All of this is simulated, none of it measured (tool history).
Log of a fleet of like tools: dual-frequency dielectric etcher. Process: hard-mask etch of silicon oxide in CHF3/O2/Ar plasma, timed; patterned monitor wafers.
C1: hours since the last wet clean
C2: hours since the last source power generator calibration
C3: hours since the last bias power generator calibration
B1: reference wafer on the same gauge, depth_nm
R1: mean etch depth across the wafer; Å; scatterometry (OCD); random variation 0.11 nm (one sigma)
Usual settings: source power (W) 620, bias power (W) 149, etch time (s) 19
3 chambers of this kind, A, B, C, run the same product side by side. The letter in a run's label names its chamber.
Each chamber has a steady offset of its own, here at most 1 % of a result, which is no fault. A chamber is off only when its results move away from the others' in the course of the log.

{"run": "1A", "hour": 5.6, "source power (W)": 620, "bias power (W)": 149, "etch time (s)": 19, "C1": 381.1, "C2": 1778.7, "C3": 2265.4, "B1": 40.082, "R1": 356.29}
{"run": "2B", "hour": 9.7, "source power (W)": 620, "bias power (W)": 149, "etch time (s)": 19, "C1": 346.1, "C2": 188.0, "C3": 2660.9, "B1": 40.122, "R1": 357.93}
{"run": "3C", "hour": 12.5, "source power (W)": 620, "bias power (W)": 149, "etch time (s)": 19, "C1": 326.9, "C2": 882.5, "C3": 4182.8, "B1": 40.094, "R1": 357.74}
{"run": "4B", "hour": 16.5, "source power (W)": 620, "bias power (W)": 149, "etch time (s)": 19, "C1": 352.9, "C2": 194.8, "C3": 2667.7, "B1": 40.066, "R1": 356.26}
{"run": "5A", "hour": 20.6, "source power (W)": 620, "bias power (W)": 149, "etch time (s)": 19, "C1": 396.1, "C2": 1793.7, "C3": 2280.4, "B1": 40.101, "R1": 357.6}
{"run": "6C", "hour": 25.4, "source power (W)": 620, "bias power (W)": 149, "etch time (s)": 19, "C1": 339.8, "C2": 895.4, "C3": 4195.7, "B1": 40.12, "R1": 360.08}
{"run": "7B", "hour": 29.9, "source power (W)": 620, "bias power (W)": 149, "etch time (s)": 19, "C1": 366.3, "C2": 208.2, "C3": 2681.1, "B1": 40.097, "R1": 355.99}
{"run": "8C", "hour": 35.2, "source power (W)": 620, "bias power (W)": 149, "etch time (s)": 19, "C1": 349.6, "C2": 905.2, "C3": 4205.5, "B1": 40.103, "R1": 360.11}
{"run": "9A", "hour": 40.7, "source power (W)": 620, "bias power (W)": 149, "etch time (s)": 19, "C1": 416.2, "C2": 1813.8, "C3": 2300.5, "B1": 40.094, "R1": 357.81}
{"run": "10C", "hour": 44.0, "source power (W)": 620, "bias power (W)": 149, "etch time (s)": 19, "C1": 358.4, "C2": 914.0, "C3": 4214.3, "B1": 40.142, "R1": 357.92}
{"run": "11A", "hour": 47.8, "source power (W)": 620, "bias power (W)": 149, "etch time (s)": 19, "C1": 423.3, "C2": 1820.9, "C3": 2307.6, "B1": 40.142, "R1": 357.21}
{"run": "12B", "hour": 50.6, "source power (W)": 620, "bias power (W)": 149, "etch time (s)": 19, "C1": 387.0, "C2": 228.9, "C3": 2701.8, "B1": 40.102, "R1": 357.38}
{"run": "13B", "hour": 53.6, "source power (W)": 560, "bias power (W)": 134, "etch time (s)": 19, "C1": 390.0, "C2": 231.9, "C3": 2704.8, "B1": 40.081, "R1": 330.6}
{"hour": 55.1, "done": "chamber A: wet clean of the chamber"}
{"run": "14C", "hour": 59.0, "source power (W)": 560, "bias power (W)": 134, "etch time (s)": 19, "C1": 373.4, "C2": 929.0, "C3": 4229.3, "B1": 40.101, "R1": 332.17}
{"run": "15A", "hour": 64.1, "source power (W)": 560, "bias power (W)": 134, "etch time (s)": 19, "C1": 9.0, "C2": 1837.2, "C3": 2323.9, "B1": 40.135, "R1": 330.79}
{"run": "16B", "hour": 69.2, "source power (W)": 620, "bias power (W)": 149, "etch time (s)": 19, "C1": 405.6, "C2": 247.5, "C3": 2720.4, "B1": 40.058, "R1": 356.46}
{"run": "17A", "hour": 73.1, "source power (W)": 620, "bias power (W)": 149, "etch time (s)": 19, "C1": 18.0, "C2": 1846.2, "C3": 2332.9, "B1": 40.09, "R1": 356.52}
{"hour": 75.8, "done": "chamber C: wet clean of the chamber"}
{"run": "18C", "hour": 76.7, "source power (W)": 620, "bias power (W)": 149, "etch time (s)": 19, "C1": 1.0, "C2": 946.7, "C3": 4247.0, "B1": 40.098, "R1": 372.68}
{"run": "19C", "hour": 81.8, "source power (W)": 620, "bias power (W)": 149, "etch time (s)": 19, "C1": 6.1, "C2": 951.8, "C3": 4252.1, "B1": 40.067, "R1": 375.57}
{"run": "20A", "hour": 87.3, "source power (W)": 620, "bias power (W)": 167, "etch time (s)": 15, "C1": 32.2, "C2": 1860.4, "C3": 2347.1, "B1": 40.093, "R1": 292.58}
{"run": "21B", "hour": 90.8, "source power (W)": 620, "bias power (W)": 167, "etch time (s)": 15, "C1": 427.2, "C2": 269.1, "C3": 2742.0, "B1": 40.086, "R1": 291.33}
{"run": "22B", "hour": 96.2, "source power (W)": 620, "bias power (W)": 167, "etch time (s)": 15, "C1": 432.6, "C2": 274.5, "C3": 2747.4, "B1": 40.101, "R1": 293.46}
{"run": "23C", "hour": 101.5, "source power (W)": 620, "bias power (W)": 182, "etch time (s)": 19, "C1": 25.8, "C2": 971.5, "C3": 4271.8, "B1": 40.045, "R1": 399.35}
{"run": "24A", "hour": 104.6, "source power (W)": 620, "bias power (W)": 182, "etch time (s)": 19, "C1": 49.5, "C2": 1877.7, "C3": 2364.4, "B1": 40.11, "R1": 381.87}
{"run": "25B", "hour": 108.8, "source power (W)": 620, "bias power (W)": 182, "etch time (s)": 19, "C1": 445.2, "C2": 287.1, "C3": 2760.0, "B1": 40.092, "R1": 380.95}
{"run": "26A", "hour": 113.9, "source power (W)": 620, "bias power (W)": 149, "etch time (s)": 19, "C1": 58.8, "C2": 1887.0, "C3": 2373.7, "B1": 40.102, "R1": 356.06}
{"run": "27C", "hour": 119.4, "source power (W)": 740, "bias power (W)": 149, "etch time (s)": 21, "C1": 43.7, "C2": 989.4, "C3": 4289.7, "B1": 40.102, "R1": 443.6}
{"run": "28A", "hour": 123.9, "source power (W)": 740, "bias power (W)": 149, "etch time (s)": 21, "C1": 68.8, "C2": 1897.0, "C3": 2383.7, "B1": 40.115, "R1": 421.99}
{"run": "29B", "hour": 126.6, "source power (W)": 740, "bias power (W)": 149, "etch time (s)": 21, "C1": 463.0, "C2": 304.9, "C3": 2777.8, "B1": 40.084, "R1": 422.56}
{"run": "30C", "hour": 129.4, "source power (W)": 620, "bias power (W)": 149, "etch time (s)": 19, "C1": 53.7, "C2": 999.4, "C3": 4299.7, "B1": 40.133, "R1": 374.99}
{"run": "31B", "hour": 133.9, "source power (W)": 620, "bias power (W)": 149, "etch time (s)": 19, "C1": 470.3, "C2": 312.2, "C3": 2785.1, "B1": 40.087, "R1": 357.58}
{"run": "32C", "hour": 136.9, "source power (W)": 620, "bias power (W)": 170, "etch time (s)": 15, "C1": 61.2, "C2": 1006.9, "C3": 4307.2, "B1": 40.075, "R1": 308.9}
{"run": "33A", "hour": 141.6, "source power (W)": 620, "bias power (W)": 170, "etch time (s)": 15, "C1": 86.5, "C2": 1914.7, "C3": 2401.4, "B1": 40.108, "R1": 295.61}
{"run": "34A", "hour": 145.3, "source power (W)": 620, "bias power (W)": 170, "etch time (s)": 15, "C1": 90.2, "C2": 1918.4, "C3": 2405.1, "B1": 40.11, "R1": 293.68}
{"run": "35C", "hour": 150.5, "source power (W)": 500, "bias power (W)": 164, "etch time (s)": 19, "C1": 74.8, "C2": 1020.5, "C3": 4320.8, "B1": 40.095, "R1": 356.89}

What goes on in this fleet: one chamber off, a drifting gauge, or nothing beyond the chambers' own small offsets? Name the chamber and the cause, if any.

A service left chamber C off against the others.
Cause: etch rate over this chamber's usual, % = 4.39.

Here are 4 candidates for chamber C's next run, each the usual settings with a change, their results left as question marks. Which one brings its results back in line with what the others give on the usual settings?
In line means no further than this from the other chambers' mean on the usual settings: R1 4.00 Å
{"run": "36C-1", "hour": 154.6, "source power (W)": 620, "bias power (W)": 146, "etch time (s)": 17.5, "R1": "?"}
{"run": "36C-2", "hour": 154.6, "source power (W)": 620, "bias power (W)": 151, "etch time (s)": 20.0, "R1": "?"}
{"run": "36C-3", "hour": 154.6, "source power (W)": 710, "bias power (W)": 166, "etch time (s)": 19.0, "R1": "?"}
{"run": "36C-4", "hour": 154.6, "source power (W)": 620, "bias power (W)": 149, "etch time (s)": 18.0, "R1": "?"}

The other chambers' mean on the usual settings: R1 356.51 Å
run=36C-1 R1=343.00
run=36C-2 R1=396.33
run=36C-3 R1=409.30
run=36C-4 R1=355.15
36C-4 brings the chamber back in line.
